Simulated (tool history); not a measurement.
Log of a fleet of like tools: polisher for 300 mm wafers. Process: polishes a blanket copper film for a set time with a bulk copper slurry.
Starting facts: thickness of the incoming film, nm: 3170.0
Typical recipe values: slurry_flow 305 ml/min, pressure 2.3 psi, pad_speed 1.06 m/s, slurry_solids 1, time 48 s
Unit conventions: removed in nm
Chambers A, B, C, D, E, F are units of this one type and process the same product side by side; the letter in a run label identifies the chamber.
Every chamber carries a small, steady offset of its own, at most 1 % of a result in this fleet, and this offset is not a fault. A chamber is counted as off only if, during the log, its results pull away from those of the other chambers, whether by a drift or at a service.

run 1C hour=12 | slurry_flow=305 pressure=2.3 pad_speed=1.06 slurry_solids=1 time=48 | removed=345.57
-- hour=20.9 chamber A: worn pad replaced by a new one
run 2F hour=23.3 | slurry_flow=305 pressure=2.3 pad_speed=1.06 slurry_solids=1 time=48 | removed=339.14
-- hour=27.6 chamber D: worn pad replaced by a new one
run 3D hour=33.5 | slurry_flow=305 pressure=2.3 pad_speed=1.06 slurry_solids=1 time=48 | removed=338.08
-- hour=44.9 chamber C: worn pad replaced by a new one
run 4B hour=49.2 | slurry_flow=305 pressure=2.3 pad_speed=1.06 slurry_solids=1 time=48 | removed=334.88
run 5E hour=60.1 | slurry_flow=305 pressure=2.3 pad_speed=1.06 slurry_solids=1 time=48 | removed=353.15
run 6A hour=71 | slurry_flow=305 pressure=2.3 pad_speed=1.22 slurry_solids=1 time=48 | removed=400.37
-- hour=74.4 chamber E: worn pad replaced by a new one
-- hour=74.6 chamber E: slurry blender recalibrated
run 7C hour=79.4 | slurry_flow=305 pressure=2.3 pad_speed=1.22 slurry_solids=1 time=48 | removed=390.99
-- hour=83.1 chamber A: slurry nozzle cleaned
-- hour=83.9 chamber B: worn pad replaced by a new one
run 8E hour=89.3 | slurry_flow=305 pressure=2.3 pad_speed=1.22 slurry_solids=1 time=48 | removed=402.5
-- hour=93.1 chamber F: worn pad replaced by a new one
run 9B hour=105.7 | slurry_flow=305 pressure=2.3 pad_speed=1.22 slurry_solids=1 time=48 | removed=376.63
run 10A hour=113.2 | slurry_flow=305 pressure=2.3 pad_speed=1.22 slurry_solids=1 time=48 | removed=387.83
-- hour=116.1 chamber B: slurry blender recalibrated
run 11D hour=129.1 | slurry_flow=305 pressure=2.3 pad_speed=1.22 slurry_solids=1 time=48 | removed=391.57
-- hour=132.2 chamber A: slurry blender recalibrated
run 12F hour=141.7 | slurry_flow=305 pressure=2.3 pad_speed=1.06 slurry_solids=1 time=48 | removed=334.05
-- hour=145.6 chamber F: head pressure recalibrated
-- hour=148 chamber C: worn pad replaced by a new one
-- hour=154.2 chamber A: head pressure recalibrated
run 13F hour=155.9 | slurry_flow=305 pressure=2.3 pad_speed=1.4 slurry_solids=1.25 time=48 | removed=430.11
-- hour=157.3 chamber E: worn pad replaced by a new one
-- hour=160 chamber A: worn pad replaced by a new one
run 14E hour=163 | slurry_flow=305 pressure=2.3 pad_speed=1.4 slurry_solids=1.25 time=48 | removed=477.28
run 15A hour=170.4 | slurry_flow=305 pressure=2.3 pad_speed=1.4 slurry_solids=1.25 time=48 | removed=477.24
run 16C hour=186.8 | slurry_flow=305 pressure=2.3 pad_speed=1.4 slurry_solids=1.25 time=48 | removed=472.47
-- hour=189.6 chamber D: slurry nozzle cleaned
-- hour=193.8 chamber C: head pressure recalibrated
-- hour=197.1 chamber B: worn pad replaced by a new one
run 17D hour=203 | slurry_flow=305 pressure=2.3 pad_speed=1.4 slurry_solids=1.25 time=48 | removed=478.31
run 18B hour=212.8 | slurry_flow=305 pressure=2.3 pad_speed=1.4 slurry_solids=1.25 time=48 | removed=463.16
run 19E hour=226.5 | slurry_flow=305 pressure=2.3 pad_speed=1.06 slurry_solids=1 time=48 | removed=342.25
-- hour=233.2 chamber D: slurry blender recalibrated
run 20F hour=234.5 | slurry_flow=305 pressure=2.3 pad_speed=1.06 slurry_solids=1.15 time=48 | removed=315.07
-- hour=237.2 chamber F: worn pad replaced by a new one
-- hour=241.6 chamber C: slurry blender recalibrated
-- hour=244 chamber C: worn pad replaced by a new one
run 21B hour=249.5 | slurry_flow=305 pressure=2.3 pad_speed=1.06 slurry_solids=1.15 time=48 | removed=347.25
-- hour=253.8 chamber A: slurry blender recalibrated
-- hour=254.6 chamber D: worn pad replaced by a new one
-- hour=256.2 chamber F: slurry blender recalibrated
-- hour=256.7 chamber E: slurry blender recalibrated
-- hour=261 chamber E: worn pad replaced by a new one
run 22D hour=265.8 | slurry_flow=305 pressure=2.3 pad_speed=1.06 slurry_solids=1.15 time=48 | removed=354.83
run 23C hour=278.6 | slurry_flow=305 pressure=2.3 pad_speed=1.06 slurry_solids=1.15 time=48 | removed=353.57
run 24A hour=287.2 | slurry_flow=305 pressure=2.3 pad_speed=1.06 slurry_solids=1.15 time=48 | removed=351.65
run 25F hour=297.6 | slurry_flow=305 pressure=2.3 pad_speed=1.06 slurry_solids=1.15 time=48 | removed=310.92
-- hour=302.8 chamber B: slurry nozzle cleaned
-- hour=304 chamber B: worn pad replaced by a new one
-- hour=306.2 chamber A: worn pad replaced by a new one
run 26A hour=312.3 | slurry_flow=305 pressure=2.3 pad_speed=1.06 slurry_solids=1 time=48 | removed=340.91
-- hour=315.1 chamber D: head pressure recalibrated
run 27B hour=327.1 | slurry_flow=305 pressure=2.3 pad_speed=1.06 slurry_solids=1 time=48 | removed=340.92
-- hour=331.1 chamber C: worn pad replaced by a new one
-- hour=333.2 chamber A: slurry nozzle cleaned
run 28C hour=335.2 | slurry_flow=305 pressure=2.3 pad_speed=1.28 slurry_solids=1 time=48 | removed=406.02
run 29E hour=344.3 | slurry_flow=305 pressure=2.3 pad_speed=1.28 slurry_solids=1 time=48 | removed=413.75
-- hour=347.8 chamber E: worn pad replaced by a new one
run 30D hour=354.4 | slurry_flow=305 pressure=2.3 pad_speed=1.28 slurry_solids=1 time=48 | removed=408.87
run 31A hour=363.8 | slurry_flow=305 pressure=2.3 pad_speed=1.28 slurry_solids=1 time=48 | removed=419.44
-- hour=367.3 chamber E: head pressure recalibrated
run 32D hour=372.2 | slurry_flow=305 pressure=2.3 pad_speed=1.28 slurry_solids=1 time=48 | removed=403.55
-- hour=381.1 chamber F: worn pad replaced by a new one
run 33E hour=386.8 | slurry_flow=305 pressure=2.3 pad_speed=1.28 slurry_solids=1 time=48 | removed=416.82
run 34B hour=397.8 | slurry_flow=305 pressure=2.3 pad_speed=1.06 slurry_solids=1 time=48 | removed=340.66
-- hour=405.2 chamber B: worn pad replaced by a new one
run 35C hour=408.9 | slurry_flow=305 pressure=2.3 pad_speed=1.06 slurry_solids=1 time=48 | removed=335.1
run 36F hour=425.4 | slurry_flow=305 pressure=2.3 pad_speed=1.06 slurry_solids=1 time=48 | removed=310.51
-- hour=434.6 chamber B: slurry blender recalibrated
run 37F hour=441.8 | slurry_flow=305 pressure=2.3 pad_speed=1.06 slurry_solids=1 time=48 | removed=305.1
run 38D hour=455.2 | slurry_flow=305 pressure=2.3 pad_speed=1.06 slurry_solids=1 time=48 | removed=345.55
run 39B hour=466.2 | slurry_flow=245 pressure=2.3 pad_speed=0.9 slurry_solids=1 time=48 | removed=281.27

Which is it: a chamber that has drifted or been left off by a service, a gauge drift common to all chambers, or only each chamber's usual small offset? If a chamber is off, name it and its likeliest cause.

After it was serviced, chamber F no longer matches the other chambers.
What lies behind it: head's pressure below its setpoint, % = 10.3.

Below are 4 candidate recipes for chamber F's next run, each the usual settings with a change, their results shown as question marks. Which of them brings F's results back in line with what the other chambers give on the usual settings?
Maximum distance from the other chambers' mean on the usual settings for a result to count as in line: removed 17 nm
run 40F-1 hour=478 | slurry_flow=305 pressure=2.8 pad_speed=1.06 slurry_solids=1 time=48 | removed=?
run 40F-2 hour=478 | slurry_flow=305 pressure=2.3 pad_speed=1.12 slurry_solids=1 time=50 | removed=?
run 40F-3 hour=478 | slurry_flow=300 pressure=2.3 pad_speed=1.06 slurry_solids=1 time=39 | removed=?
run 40F-4 hour=478 | slurry_flow=305 pressure=2.2 pad_speed=1.04 slurry_solids=1 time=47 | removed=?

Mean of the other chambers on the usual settings: removed 339.86 nm
run=40F-1 removed=370.57
run=40F-2 removed=335.04
run=40F-3 removed=246.77
run=40F-4 removed=279.37
40F-2 is the one that brings the chamber's results back in line with the other chambers.

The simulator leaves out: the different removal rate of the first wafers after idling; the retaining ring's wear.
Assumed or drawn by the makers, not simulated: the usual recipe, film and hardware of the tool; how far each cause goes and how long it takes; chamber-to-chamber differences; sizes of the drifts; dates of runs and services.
